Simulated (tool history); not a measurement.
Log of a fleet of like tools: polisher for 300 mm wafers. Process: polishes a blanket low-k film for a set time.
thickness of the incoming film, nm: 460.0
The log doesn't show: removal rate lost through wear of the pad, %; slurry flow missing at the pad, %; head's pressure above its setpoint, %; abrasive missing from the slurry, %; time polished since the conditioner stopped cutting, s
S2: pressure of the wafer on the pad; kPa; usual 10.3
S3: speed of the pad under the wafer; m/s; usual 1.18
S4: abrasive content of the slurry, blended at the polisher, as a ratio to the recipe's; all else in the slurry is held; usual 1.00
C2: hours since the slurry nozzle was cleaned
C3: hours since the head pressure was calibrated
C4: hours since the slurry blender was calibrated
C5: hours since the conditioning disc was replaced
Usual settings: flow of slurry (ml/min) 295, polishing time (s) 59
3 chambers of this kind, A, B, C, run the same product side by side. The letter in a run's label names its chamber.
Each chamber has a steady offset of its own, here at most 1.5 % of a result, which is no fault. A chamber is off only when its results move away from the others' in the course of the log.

Run 1B, day 0.396: usual settings; wafers polished on this pad 551; C2 159.6; C3 272.5; C4 446.7; C5 62.1. Result: film removed (nm) 19.004.
Run 2C, day 0.675: usual settings; wafers polished on this pad 280; C2 277.1; C3 535.2; C4 113.8; C5 338.0. Result: film removed (nm) 18.764.
Run 3A, day 0.946: usual settings; wafers polished on this pad 220; C2 512.3; C3 1015.3; C4 43.2; C5 169.9. Result: film removed (nm) 18.637.
Run 4C, day 1.154: usual settings; wafers polished on this pad 366; C2 288.6; C3 546.7; C4 125.3; C5 349.5. Result: film removed (nm) 18.656.
Run 5B, day 1.379: usual settings; wafers polished on this pad 728; C2 183.2; C3 296.1; C4 470.3; C5 85.7. Result: film removed (nm) 19.012.
Run 6A, day 1.583: usual settings; wafers polished on this pad 335; C2 527.6; C3 1030.6; C4 58.5; C5 185.2. Result: film removed (nm) 18.878.
At day 1.617: chamber B: slurry blender recalibrated.
Run 7C, day 1.800: usual settings; wafers polished on this pad 482; C2 304.1; C3 562.2; C4 140.8; C5 365.0. Result: film removed (nm) 18.827.
Run 8B, day 2.146: usual settings; wafers polished on this pad 866; C2 201.6; C3 314.5; C4 12.7; C5 104.1. Result: film removed (nm) 19.006.
Run 9A, day 2.346: usual settings but S2 8.3 kPa, S4 0.85; wafers polished on this pad 472; C2 545.9; C3 1048.9; C4 76.8; C5 203.5. Result: film removed (nm) 14.169.
At day 2.508: chamber A: slurry nozzle cleaned.
Run 10C, day 2.725: usual settings but S2 8.3 kPa, S4 0.85; wafers polished on this pad 648; C2 326.3; C3 584.4; C4 163.0; C5 387.2. Result: film removed (nm) 13.500.
At day 2.862: chamber A: worn pad replaced by a new one.
Run 11A, day 2.925: usual settings but S2 8.3 kPa, S4 0.85; wafers polished on this pad 11; C2 10.0; C3 1062.8; C4 90.7; C5 217.4. Result: film removed (nm) 14.085.
Run 12B, day 3.158: usual settings but polishing time (s) 74; wafers polished on this pad 1048; C2 225.9; C3 338.8; C4 37.0; C5 128.4. Result: film removed (nm) 23.849.
At day 3.396: chamber C: worn pad replaced by a new one.
Run 13A, day 3.542: usual settings but polishing time (s) 74; wafers polished on this pad 122; C2 24.8; C3 1077.6; C4 105.5; C5 232.2. Result: film removed (nm) 23.695.
Run 14B, day 3.858: usual settings but polishing time (s) 74; wafers polished on this pad 1174; C2 242.7; C3 355.6; C4 53.8; C5 145.2. Result: film removed (nm) 24.794.
At day 3.942: chamber A: conditioning disc replaced and pad reconditioned.
Run 15C, day 4.108: usual settings; wafers polished on this pad 128; C2 359.5; C3 617.6; C4 196.2; C5 420.4. Result: film removed (nm) 18.701.
Run 16C, day 4.504: usual settings; wafers polished on this pad 199; C2 369.0; C3 627.1; C4 205.7; C5 429.9. Result: film removed (nm) 18.728.
At day 4.529: chamber C: conditioning disc replaced and pad reconditioned.
At day 4.658: chamber A: slurry blender recalibrated.
Run 17B, day 4.875: usual settings but flow of slurry (ml/min) 220, S3 1.36 m/s; wafers polished on this pad 1356; C2 267.1; C3 380.0; C4 78.2; C5 169.6. Result: film removed (nm) 21.626.
Run 18A, day 5.142: usual settings but flow of slurry (ml/min) 220, S3 1.36 m/s; wafers polished on this pad 409; C2 63.2; C3 1116.0; C4 11.6; C5 28.8. Result: film removed (nm) 20.707.
At day 5.283: chamber B: worn pad replaced by a new one.
Run 19A, day 5.542: usual settings but flow of slurry (ml/min) 220, S3 1.36 m/s; wafers polished on this pad 481; C2 72.8; C3 1125.6; C4 21.2; C5 38.4. Result: film removed (nm) 20.445.
Run 20B, day 5.958: usual settings; wafers polished on this pad 121; C2 293.1; C3 406.0; C4 104.2; C5 195.6. Result: film removed (nm) 20.071.
Run 21C, day 6.304: usual settings; wafers polished on this pad 523; C2 412.2; C3 670.3; C4 248.9; C5 42.7. Result: film removed (nm) 18.751.
Run 22A, day 6.600: usual settings; wafers polished on this pad 672; C2 98.2; C3 1151.0; C4 46.6; C5 63.8. Result: film removed (nm) 19.155.
Run 23B, day 7.017: usual settings; wafers polished on this pad 311; C2 318.5; C3 431.4; C4 129.6; C5 221.0. Result: film removed (nm) 20.443.
At day 7.029: chamber C: slurry blender recalibrated.
At day 7.042: chamber A: worn pad replaced by a new one.
At day 7.121: chamber C: worn pad replaced by a new one.
Run 24C, day 7.300: usual settings; wafers polished on this pad 32; C2 436.1; C3 694.2; C4 6.5; C5 66.6. Result: film removed (nm) 18.855.
Run 25B, day 7.642: usual settings; wafers polished on this pad 423; C2 333.5; C3 446.4; C4 144.6; C5 236.0. Result: film removed (nm) 20.576.
Run 26A, day 7.896: usual settings; wafers polished on this pad 153; C2 129.3; C3 1182.1; C4 77.7; C5 94.9. Result: film removed (nm) 19.121.
Run 27C, day 8.104: usual settings; wafers polished on this pad 177; C2 455.4; C3 713.5; C4 25.8; C5 85.9. Result: film removed (nm) 18.585.
Run 28B, day 8.317: usual settings; wafers polished on this pad 545; C2 349.7; C3 462.6; C4 160.8; C5 252.2. Result: film removed (nm) 20.858.
Run 29C, day 8.600: usual settings; wafers polished on this pad 266; C2 467.3; C3 725.4; C4 37.7; C5 97.8. Result: film removed (nm) 18.731.

Is one chamber off against the others, does the gauge drift, or is nothing wrong? If a chamber is off, say which, and what the likeliest cause is.

Chamber B drifts away from the others.
Cause: head's pressure above its setpoint, % = 11.1.

Here are 4 candidates for chamber B's next run, each the usual settings with a change, their results left as question marks. Which one brings its results back in line with what the others give on the usual settings?
In line means no further than this from the other chambers' mean on the usual settings: film removed (nm) 0.600
Run 30B-1, day 8.908: usual settings but S3 1.36 m/s. Result: film removed (nm) ?.
Run 30B-2, day 8.908: usual settings but S2 9.7 kPa, S3 1.12 m/s. Result: film removed (nm) ?.
Run 30B-3, day 8.908: usual settings but S3 1.14 m/s, polishing time (s) 57. Result: film removed (nm) ?.
Run 30B-4, day 8.908: usual settings but polishing time (s) 62. Result: film removed (nm) ?.

The other chambers' mean on the usual settings: film removed (nm) 18.782
  run  film removed (nm)
30B-1             23.639
30B-2             18.855
30B-3             19.802
30B-4             22.148
30B-2 brings the chamber back in line.

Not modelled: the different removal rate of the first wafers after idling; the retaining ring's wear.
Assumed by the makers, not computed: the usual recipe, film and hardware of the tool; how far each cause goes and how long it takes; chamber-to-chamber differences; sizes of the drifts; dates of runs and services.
